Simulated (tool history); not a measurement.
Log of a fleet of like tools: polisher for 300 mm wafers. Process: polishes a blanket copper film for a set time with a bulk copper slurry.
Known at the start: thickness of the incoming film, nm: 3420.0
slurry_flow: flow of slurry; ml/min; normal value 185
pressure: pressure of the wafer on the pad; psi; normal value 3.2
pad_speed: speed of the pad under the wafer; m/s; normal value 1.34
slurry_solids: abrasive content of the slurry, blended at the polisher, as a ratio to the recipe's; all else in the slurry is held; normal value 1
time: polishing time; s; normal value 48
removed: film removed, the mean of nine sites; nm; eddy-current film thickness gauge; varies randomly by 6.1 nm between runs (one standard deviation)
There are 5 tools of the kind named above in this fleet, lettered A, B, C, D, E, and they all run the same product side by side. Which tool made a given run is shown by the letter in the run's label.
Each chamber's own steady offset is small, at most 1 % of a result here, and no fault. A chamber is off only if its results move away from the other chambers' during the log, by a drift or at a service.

run   hour  slurry_flow  pressure  pad_speed  slurry_solids  time  wafers polished on this pad  hours since the slurry nozzle was cleaned  hours since the head pressure was calibrated  hours since the slurry blender was calibrated  removed
       2.9  -- chamber D: slurry blender recalibrated
       3.4  -- chamber E: slurry blender recalibrated
       6.6  -- chamber D: head pressure recalibrated
 1D   10.2          185       3.2       1.34              1    48                          120                                       43.5                                           3.7                                            7.3   725.05
      14.2  -- chamber B: slurry nozzle cleaned
 2E   19.3          185       3.2       1.34              1    48                          848                                      460.7                                         590.1                                           15.9   711.22
 3C     26          185       3.2       1.34              1    48                          886                                        232                                          39.5                                           33.9   709.62
 4B   35.5          185       3.2       1.34              1    48                          653                                       21.4                                           238                                          151.3   712.11
 5A   41.4          185       2.3       1.34              1    62                          792                                      227.8                                        1127.4                                          145.8    658.6
      44.6  -- chamber C: worn pad replaced by a new one
 6B   47.5          185       2.3       1.34              1    62                          730                                       33.4                                           250                                          163.3   671.56
      56.7  -- chamber E: worn pad replaced by a new one
 7C   56.8          185       2.3       1.34              1    62                           79                                      262.8                                          70.3                                           64.7   662.06
      63.6  -- chamber E: head pressure recalibrated
 8D   69.4          185       2.3       1.34              1    62                          503                                      102.7                                          62.9                                           66.5   675.44
 9A   82.5          185       2.3       1.34              1    62                         1058                                      268.9                                        1168.5                                          186.9   668.42
      88.3  -- chamber A: worn pad replaced by a new one
10E   90.5          225       3.2       1.34              1    48                          219                                      531.9                                            27                                           87.1   747.65
      98.8  -- chamber B: worn pad replaced by a new one
11E    103          225       3.2       1.34              1    48                          300                                      544.4                                          39.5                                           99.6   737.79
     108.4  -- chamber D: worn pad replaced by a new one
     109.6  -- chamber D: slurry blender recalibrated
12A  114.6          225       3.2       1.34              1    48                          170                                        301                                        1200.6                                            219   741.97
13D  127.9          225       3.2       1.34              1    48                          126                                      161.2                                         121.4                                           18.4   748.97
     136.3  -- chamber E: slurry blender recalibrated
14B  138.6          225       3.2       1.34              1    48                          258                                      124.5                                         341.1                                          254.4   753.16
15C  151.8          185       3.2       1.34              1    48                          695                                      357.8                                         165.3                                          159.7   722.98
16E  160.4          185       3.2       1.34              1    48                          672                                      601.8                                          96.9                                           24.2   713.25
17D  167.1          185       2.1       1.34              1    32                          380                                      200.4                                         160.6                                           57.6   317.62
     170.1  -- chamber A: slurry blender recalibrated
18A  174.9          185       2.1       1.34              1    32                          561                                      361.3                                        1260.9                                            4.9   311.04
19C  183.3          185       2.1       1.34              1    32                          899                                      389.3                                         196.8                                          191.2   307.58
     187.3  -- chamber E: worn pad replaced by a new one
20B  193.9          185       2.1       1.34              1    32                          616                                      179.8                                         396.4                                          309.7   326.87
21E  203.2          185       2.1       1.34              1    32                          103                                      644.6                                         139.7                                             67   316.36
     208.5  -- chamber A: slurry nozzle cleaned
     210.1  -- chamber C: worn pad replaced by a new one
22D  213.5          185       3.2       1.34              1    48                          681                                      246.8                                           207                                            104    723.9
     214.1  -- chamber D: slurry blender recalibrated
       219  -- chamber D: worn pad replaced by a new one
23B  221.9          185       3.2       1.34              1    48                          798                                      207.8                                         424.4                                          337.7   759.75
24A  233.5          185       3.2       1.34              1    48                          941                                       25.1                                        1319.5                                           63.5   717.04
     236.1  -- chamber B: slurry nozzle cleaned
     238.5  -- chamber B: slurry blender recalibrated
25C  244.6          185       3.2       1.34              1    48                          224                                      450.6                                         258.1                                          252.5    706.7
26A  257.7          185       3.2       1.48              1    48                         1098                                       49.3                                        1343.7                                           87.7   798.45
     260.4  -- chamber C: slurry blender recalibrated
27D  266.7          185       3.2       1.48              1    48                          309                                        300                                         260.2                                           52.7   800.34
     271.8  -- chamber E: slurry blender recalibrated
28E  275.1          185       3.2       1.48              1    48                          569                                      716.5                                         211.6                                            3.3   795.21
     276.7  -- chamber A: worn pad replaced by a new one
29C  284.2          185       3.2       1.48              1    48                          480                                      490.2                                         297.7                                           23.9    784.2
30B  292.8          185       3.2       1.48              1    48                         1258                                       56.8                                         495.3                                           54.4   862.32
     300.9  -- chamber B: worn pad replaced by a new one
31D  304.6          185       3.2       1.34              1    48                          555                                      337.9                                         298.1                                           90.6   731.22
32C  315.6          185       3.2       1.34              1    48                          684                                      521.6                                         329.1                                           55.3   710.87
33E  326.8          185       3.2       1.34              1    48                          904                                      768.2                                         263.3                                             55   715.15
     335.3  -- chamber E: worn pad replaced by a new one
34A  339.1          185       3.2       1.34              1    48                          404                                      130.7                                        1425.1                                          169.1   711.52
35B  347.2          185       3.2       1.34              1    48                          300                                      111.2                                         549.7                                          108.8   793.49
36B  360.2          185       3.2       1.34           0.85    48                          385                                      124.2                                         562.7                                          121.8   757.45
37E  368.5          185       3.2       1.34           0.85    48                          215                                      809.9                                           305                                           96.7   705.08

What goes on in this fleet: one chamber off, a drifting gauge, or nothing beyond the chambers' own small offsets? Name the chamber and the cause, if any.

Chamber B drifts away from the others.
What lies behind it: head's pressure above its setpoint, % = 10.4.

Which of the 4 candidates below, each the usual settings with something changed and its results left as question marks, puts chamber B back in line with what the other chambers give on the usual settings?
In line here means within this much of the mean the other chambers give on the usual settings: removed 21 nm
38B-1   378          185       3.1        1.3              1    46                                                                                                                                                                             ?
38B-2   378          185       3.2       1.32              1    47                                                                                                                                                                             ?
38B-3   378          185       3.4        1.4              1    48                                                                                                                                                                             ?
38B-4   378          185       3.2       1.34              1    50                                                                                                                                                                             ?

Average result of the remaining chambers running the usual settings: removed 720.71 nm
  run  removed
38B-1   718.53
38B-2   769.14
38B-3   884.49
38B-4   830.65
38B-1 brings the chamber back in line.
